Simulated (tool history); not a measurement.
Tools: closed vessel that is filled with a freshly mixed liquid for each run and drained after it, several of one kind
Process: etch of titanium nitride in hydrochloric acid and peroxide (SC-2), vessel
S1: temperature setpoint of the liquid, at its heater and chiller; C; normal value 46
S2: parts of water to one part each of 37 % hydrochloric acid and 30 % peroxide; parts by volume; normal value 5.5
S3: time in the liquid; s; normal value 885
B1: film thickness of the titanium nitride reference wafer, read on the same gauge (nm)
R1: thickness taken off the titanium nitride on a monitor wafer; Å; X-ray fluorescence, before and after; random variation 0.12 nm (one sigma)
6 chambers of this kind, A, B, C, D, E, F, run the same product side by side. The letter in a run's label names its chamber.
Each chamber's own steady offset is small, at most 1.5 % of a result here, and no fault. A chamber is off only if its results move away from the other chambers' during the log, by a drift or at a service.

run	hour	S1	S2	S3	B1	R1
1B	4	46	5.5	885	49.999	295.99
2D	8.8	46	5.5	885	49.989	294.24
3A	16.8	46	5.5	885	49.947	295.82
4C	23.4	46	5.5	885	50.006	294.14
5F	29.1	46	5.5	885	49.996	299.88
6E	36.9	46	5.5	885	50.008	295.11
7B	43.8	36.5	7	885	49.983	127.9
8C	50.4	36.5	7	885	50.002	125.05
9E	58.1	36.5	7	885	49.991	125.1
10A	64.6	36.5	7	885	50.007	124.03
11F	68.6	36.5	7	885	49.996	127.34
12D	76	36.5	7	885	50.017	127.4
13A	80.6	37	5.5	1190	49.989	207.88
14B	88.4	37	5.5	1190	49.965	212.1
15E	96.4	37	5.5	1190	50.024	208.02
# hour 103.7: chamber A: chemicals flow meter replaced
16D	104.6	37	5.5	1190	49.963	213.22
17C	108.3	37	5.5	1190	49.982	207.33
18F	112.5	37	5.5	1190	50.008	211.04
19F	119.1	46	5.5	885	49.988	298.16
# hour 123.7: chamber C: thermometer replaced
20E	127	46	5.5	885	49.979	296.07
21A	132.8	46	6.5	885	49.995	254.01
22B	136.5	46	6.5	885	49.962	261.48
23D	144.2	46	6.5	885	50.009	261.39
24C	149.3	46	6.5	885	50.024	259.28
25F	157.5	46	6.5	885	50.013	262.79
26C	161.4	46	6.5	885	50.02	261.23
27B	166.5	46	5.5	885	49.981	296.34
28E	173	46	5.5	885	50.039	297.06
29A	179.9	46	5.5	885	50.024	286.83
30D	184.2	46	5.5	885	50.001	294.49
31D	191.6	46	5.5	885	50.019	295.69
32C	197.8	46	5.5	885	50.002	296.06
33A	203	46	5.5	885	50.017	286.02
34B	207.8	46	5.5	885	49.995	295.9
35F	213.7	46	5.5	885	49.983	298.04
36E	220	46	4	505	50.033	209.96
37A	225	46	4	505	50.016	202.39

Is one chamber out of step, is the gauge drifting, or do the chambers differ by no more than their own small offsets? For an off chamber, give its letter and the likeliest cause.

Chamber A drifts away from the others.
What lies behind it: peroxide weaker than its label (%) = 3.67.
The log may not tell that from: liquid colder than its thermometer reads (K).

Which of the 4 candidates below, each the usual settings with something changed and its results left as question marks, puts chamber A back in line with what the other chambers give on the usual settings?
Allowed miss from the other chambers' usual-settings mean, per result, to count as in line: R1 4 Å
38A-1	231.1	46	5.5	900		?
38A-2	231.1	46	5.5	920		?
38A-3	231.1	46	5.5	850		?
38A-4	231.1	46	5.5	870		?

Mean of the other chambers on the usual settings: R1 296.06 Å
run	R1
38A-1	288.26
38A-2	294.67
38A-3	272.25
38A-4	278.65
The answer is 38A-2, which returns the chamber to within the allowed miss of the others.

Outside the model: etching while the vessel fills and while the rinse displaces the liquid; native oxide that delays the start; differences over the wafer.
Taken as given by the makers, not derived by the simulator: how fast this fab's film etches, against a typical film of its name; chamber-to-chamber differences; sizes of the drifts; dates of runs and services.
